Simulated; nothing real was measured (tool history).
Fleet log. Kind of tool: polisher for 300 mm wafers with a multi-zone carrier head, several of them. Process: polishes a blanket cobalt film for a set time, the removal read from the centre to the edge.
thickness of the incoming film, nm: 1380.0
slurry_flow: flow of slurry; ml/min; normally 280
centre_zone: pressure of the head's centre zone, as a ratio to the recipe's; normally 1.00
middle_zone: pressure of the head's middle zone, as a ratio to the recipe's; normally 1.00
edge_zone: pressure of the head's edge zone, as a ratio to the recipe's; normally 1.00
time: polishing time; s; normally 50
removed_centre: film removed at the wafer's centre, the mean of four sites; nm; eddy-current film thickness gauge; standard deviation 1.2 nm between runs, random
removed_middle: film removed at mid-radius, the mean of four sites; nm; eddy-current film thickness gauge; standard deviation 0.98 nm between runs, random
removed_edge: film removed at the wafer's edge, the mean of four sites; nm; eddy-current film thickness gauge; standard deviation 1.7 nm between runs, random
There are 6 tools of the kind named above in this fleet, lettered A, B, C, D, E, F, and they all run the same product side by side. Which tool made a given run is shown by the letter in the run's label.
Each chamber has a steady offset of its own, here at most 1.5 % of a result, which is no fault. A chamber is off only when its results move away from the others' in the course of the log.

| run | hour | slurry_flow | centre_zone | middle_zone | edge_zone | time | removed_centre | removed_middle | removed_edge |
|---|---|---|---|---|---|---|---|---|---|
|  | 4.0 | chamber B: worn pad replaced by a new one |
| 1F | 5.4 | 280 | 1.00 | 1.00 | 1.00 | 50 | 147.94 | 150.67 | 149.36 |
|  | 7.0 | chamber E: worn pad replaced by a new one |
| 2E | 9.2 | 280 | 1.00 | 1.00 | 1.00 | 50 | 147.66 | 146.97 | 152.32 |
| 3B | 12.7 | 280 | 1.00 | 1.00 | 1.00 | 50 | 148.06 | 149.05 | 149.82 |
| 4A | 17.1 | 280 | 1.00 | 1.00 | 1.00 | 50 | 152.27 | 151.98 | 151.57 |
| 5C | 22.7 | 280 | 1.00 | 1.00 | 1.00 | 50 | 149.30 | 148.71 | 148.95 |
| 6D | 26.7 | 280 | 1.00 | 1.00 | 1.00 | 50 | 148.43 | 149.29 | 149.90 |
| 7E | 30.7 | 280 | 1.00 | 1.00 | 1.00 | 50 | 150.78 | 150.76 | 150.30 |
| 8D | 35.6 | 280 | 1.00 | 1.00 | 1.00 | 50 | 147.25 | 148.46 | 148.86 |
|  | 38.6 | chamber C: worn pad replaced by a new one |
| 9F | 40.8 | 280 | 1.00 | 1.00 | 1.00 | 50 | 149.40 | 148.82 | 147.80 |
| 10B | 43.8 | 280 | 1.00 | 1.07 | 1.06 | 50 | 151.31 | 158.68 | 153.32 |
| 11C | 47.5 | 280 | 1.00 | 1.07 | 1.06 | 50 | 149.63 | 158.61 | 154.19 |
| 12A | 52.0 | 280 | 1.00 | 1.07 | 1.06 | 50 | 149.39 | 160.75 | 152.65 |
| 13E | 55.4 | 280 | 1.00 | 1.07 | 1.06 | 50 | 148.81 | 159.15 | 154.07 |
|  | 56.4 | chamber E: worn pad replaced by a new one |
|  | 56.6 | chamber A: centre zone pressure recalibrated |
|  | 57.4 | chamber B: centre zone pressure recalibrated |
| 14A | 58.4 | 280 | 1.00 | 1.07 | 1.06 | 50 | 163.83 | 161.14 | 154.10 |
| 15D | 61.3 | 280 | 1.00 | 1.07 | 1.06 | 50 | 148.30 | 156.95 | 154.83 |
|  | 64.0 | chamber A: slurry nozzle cleaned |
| 16F | 66.4 | 280 | 1.00 | 1.00 | 1.00 | 50 | 149.02 | 148.18 | 148.02 |
|  | 69.2 | chamber C: slurry nozzle cleaned |
| 17B | 70.4 | 280 | 1.00 | 1.00 | 1.00 | 50 | 149.93 | 151.43 | 148.79 |
|  | 73.6 | chamber A: worn pad replaced by a new one |
| 18C | 74.6 | 280 | 1.00 | 1.00 | 1.00 | 50 | 147.41 | 149.95 | 147.77 |
| 19E | 78.4 | 280 | 1.00 | 1.00 | 1.00 | 50 | 151.35 | 147.96 | 149.53 |
|  | 83.5 | chamber C: worn pad replaced by a new one |
|  | 83.7 | chamber F: worn pad replaced by a new one |
| 20A | 83.9 | 280 | 1.00 | 1.00 | 1.00 | 50 | 163.80 | 150.82 | 149.76 |
| 21F | 87.9 | 280 | 1.00 | 1.00 | 1.00 | 50 | 149.07 | 147.69 | 149.91 |
|  | 90.9 | chamber D: worn pad replaced by a new one |
| 22C | 92.7 | 280 | 1.00 | 1.00 | 1.00 | 50 | 149.58 | 150.00 | 149.92 |
| 23D | 95.3 | 280 | 1.00 | 1.00 | 1.00 | 50 | 148.71 | 147.66 | 149.85 |
| 24B | 99.3 | 280 | 1.00 | 1.00 | 1.00 | 50 | 150.59 | 148.30 | 144.81 |
|  | 100.7 | chamber E: worn pad replaced by a new one |
| 25D | 105.0 | 280 | 1.00 | 1.00 | 1.00 | 50 | 147.63 | 146.90 | 152.10 |
| 26A | 109.5 | 280 | 1.00 | 1.00 | 1.00 | 50 | 160.78 | 149.88 | 148.18 |
| 27E | 113.6 | 280 | 1.00 | 1.00 | 1.00 | 50 | 149.03 | 148.68 | 149.41 |
| 28C | 118.4 | 280 | 1.00 | 1.00 | 1.00 | 50 | 147.80 | 150.61 | 148.11 |
| 29B | 122.0 | 280 | 1.00 | 1.00 | 1.00 | 50 | 148.58 | 149.09 | 147.01 |
|  | 125.7 | chamber B: worn pad replaced by a new one |
|  | 125.8 | chamber D: centre zone pressure recalibrated |
| 30F | 126.0 | 280 | 1.00 | 1.00 | 1.00 | 50 | 147.11 | 147.46 | 152.38 |
| 31E | 131.2 | 280 | 1.00 | 1.00 | 1.00 | 50 | 146.91 | 149.94 | 147.17 |
| 32B | 136.1 | 280 | 1.00 | 1.00 | 1.00 | 50 | 148.83 | 149.99 | 148.76 |
| 33F | 140.7 | 280 | 1.00 | 1.00 | 1.00 | 50 | 146.94 | 148.35 | 148.10 |
|  | 141.8 | chamber C: worn pad replaced by a new one |
|  | 143.5 | chamber B: edge zone pressure recalibrated |
| 34D | 145.0 | 280 | 1.00 | 1.00 | 1.00 | 50 | 146.30 | 148.19 | 151.74 |
|  | 150.5 | chamber E: worn pad replaced by a new one |
| 35C | 151.2 | 280 | 1.00 | 1.00 | 1.00 | 50 | 149.19 | 150.19 | 150.89 |
| 36A | 154.6 | 280 | 1.00 | 1.00 | 1.00 | 50 | 164.24 | 149.61 | 148.96 |
|  | 155.4 | chamber D: slurry nozzle cleaned |
| 37B | 159.0 | 280 | 1.00 | 1.00 | 1.00 | 50 | 150.92 | 148.98 | 148.40 |
| 38E | 161.9 | 280 | 1.00 | 1.00 | 1.00 | 50 | 150.63 | 149.65 | 148.48 |
| 39C | 165.0 | 280 | 1.00 | 1.00 | 1.00 | 50 | 147.39 | 149.61 | 151.85 |
|  | 166.3 | chamber A: edge zone pressure recalibrated |
| 40F | 168.6 | 280 | 1.00 | 1.00 | 1.00 | 50 | 149.70 | 150.05 | 147.27 |
| 41A | 174.5 | 280 | 1.00 | 1.00 | 1.00 | 50 | 162.47 | 152.77 | 148.16 |
| 42D | 179.6 | 280 | 1.08 | 1.00 | 1.00 | 60 | 196.31 | 174.98 | 180.80 |
| 43C | 182.3 | 280 | 1.08 | 1.00 | 1.00 | 60 | 190.21 | 179.08 | 179.09 |

All chambers now run identical settings, listed one chamber a line with results as question marks. What results will each chamber show?
| 44A | 186.7 | 280 | 1.00 | 1.00 | 1.00 | 58 | ? | ? | ? |
| 44B | 186.7 | 280 | 1.00 | 1.00 | 1.00 | 58 | ? | ? | ? |
| 44C | 186.7 | 280 | 1.00 | 1.00 | 1.00 | 58 | ? | ? | ? |
| 44D | 186.7 | 280 | 1.00 | 1.00 | 1.00 | 58 | ? | ? | ? |
| 44E | 186.7 | 280 | 1.00 | 1.00 | 1.00 | 58 | ? | ? | ? |
| 44F | 186.7 | 280 | 1.00 | 1.00 | 1.00 | 58 | ? | ? | ? |

| run | removed_centre | removed_middle | removed_edge |
|---|---|---|---|
| 44A | 191.50 | 175.25 | 176.50 |
| 44B | 175.32 | 171.20 | 168.83 |
| 44C | 173.98 | 172.76 | 170.85 |
| 44D | 171.43 | 171.86 | 172.56 |
| 44E | 173.30 | 174.03 | 174.00 |
| 44F | 173.15 | 172.55 | 169.77 |
